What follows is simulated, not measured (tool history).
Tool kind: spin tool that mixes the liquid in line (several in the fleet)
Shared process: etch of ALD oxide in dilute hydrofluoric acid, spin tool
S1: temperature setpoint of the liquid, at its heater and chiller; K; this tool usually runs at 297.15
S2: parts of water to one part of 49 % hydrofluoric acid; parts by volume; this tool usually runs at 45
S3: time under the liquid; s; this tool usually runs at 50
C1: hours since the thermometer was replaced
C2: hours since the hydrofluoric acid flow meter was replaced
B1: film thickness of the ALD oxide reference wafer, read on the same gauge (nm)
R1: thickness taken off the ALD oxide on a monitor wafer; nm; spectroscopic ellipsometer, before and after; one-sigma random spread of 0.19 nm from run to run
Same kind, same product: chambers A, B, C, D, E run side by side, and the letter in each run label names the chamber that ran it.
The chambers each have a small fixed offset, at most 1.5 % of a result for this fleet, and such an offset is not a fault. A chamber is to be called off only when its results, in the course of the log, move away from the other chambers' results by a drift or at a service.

run     day      S1  S2  S3      C1     C2      B1      R1
 1D   0.183  297.15  45  50   468.8    209  130.03  22.141
 2E   0.496  297.15  45  50  1714.3  513.5  129.99  22.317
 3C   0.758  297.15  45  50   491.2  439.9  129.99  22.303
 4B   1.075  297.15  45  50  1140.7  116.3  130.02  22.459
 5A   1.262  297.15  45  50  1113.7  754.4     130  22.636
 6C   1.642  301.15  45  65   512.4  461.1  129.97   34.53
 7B   2.025  301.15  45  65  1163.5  139.1  130.02  34.473
 8A   2.262  301.15  45  65  1137.7  778.4  129.97  34.515
 9D   2.608  301.15  45  65     527  267.2  129.97  34.142
10E   2.812  301.15  45  65  1769.9  569.1  130.04  34.314
11C   3.112  297.15  45  50   547.7  496.4  129.99  22.724
12B   3.333  297.15  45  50  1194.9  170.5     130  22.371
13D   3.554  297.15  45  50   549.7  289.9  130.02  22.405
14A   3.796  297.15  45  50  1174.5  815.2  129.99   22.61
15E   4.196  300.65  45  50  1803.1  602.3  129.98  26.335
16C   4.542  300.65  45  50     582  530.7  130.02  26.261
17B   4.833  300.65  45  50  1230.9  206.5  129.99  25.597
18D    5.15  300.65  45  50     588  328.2  129.99  25.672
19E   5.358  300.65  45  50    1831  630.2  130.01  25.758
20A   5.604  297.15  45  50  1217.9  858.6     130  22.769
21A   5.838  297.15  45  50  1223.5  864.2  129.99  22.519
      5.912  -- chamber E: thermometer replaced
22B   6.088  297.15  45  70    1261  236.6  130.02  30.937
23C   6.346  297.15  45  70   625.3    574  130.02  31.238
24E   6.633  297.15  45  70    17.3  660.8  130.02  31.324
25D   6.833  297.15  45  70   628.4  368.6     130  31.175
26A   7.104  297.15  45  70  1253.9  894.6     130  31.577
27E   7.383  297.15  45  50    35.3  678.8     130  22.374
28B   7.712  297.15  45  50    1300  275.6  130.04  22.698
29C   8.029  297.15  45  50   665.7  614.4  129.99  22.625
30D   8.321  297.15  45  50   664.1  404.3     130  22.337
31E   8.525  300.15  45  65    62.7  706.2  130.01  33.158
32A   8.742  300.15  45  65  1293.2  933.9  130.02  33.323
33D   8.962  300.15  45  65   679.5  419.7  130.01  32.267
34C   9.317  300.15  45  65   696.6  645.3  130.01  32.757
35B   9.525  300.15  45  65  1343.5  319.1  130.01  33.003
36D   9.712  297.15  45  50   697.5  437.7  129.98  22.192
37C  10.083  297.15  45  50     715  663.7  130.01  22.625
38E  10.308  294.15  45  50   105.5    749     130  19.665
39A  10.504  294.15  45  50  1335.5  976.2  130.01  20.302
40B  10.812  294.15  45  50  1374.4    350  130.02  19.238
41D  11.067  294.15  45  50     730  470.2  129.99   19.71
42C  11.258  294.15  45  50   743.2  691.9  129.98  19.957
43A  11.442  297.15  45  50    1358  998.7     130  22.702
44B  11.821  297.15  45  50  1398.6  374.2  129.99  22.733

For the next run the whole fleet of 5 chambers uses the same settings. Give each chamber's results:
45A  12.112  302.15  45  50               ?
45B  12.112  302.15  45  50               ?
45C  12.112  302.15  45  50               ?
45D  12.112  302.15  45  50               ?
45E  12.112  302.15  45  50               ?

run      R1
45A  27.794
45B  27.709
45C   27.46
45D  27.572
45E  27.569
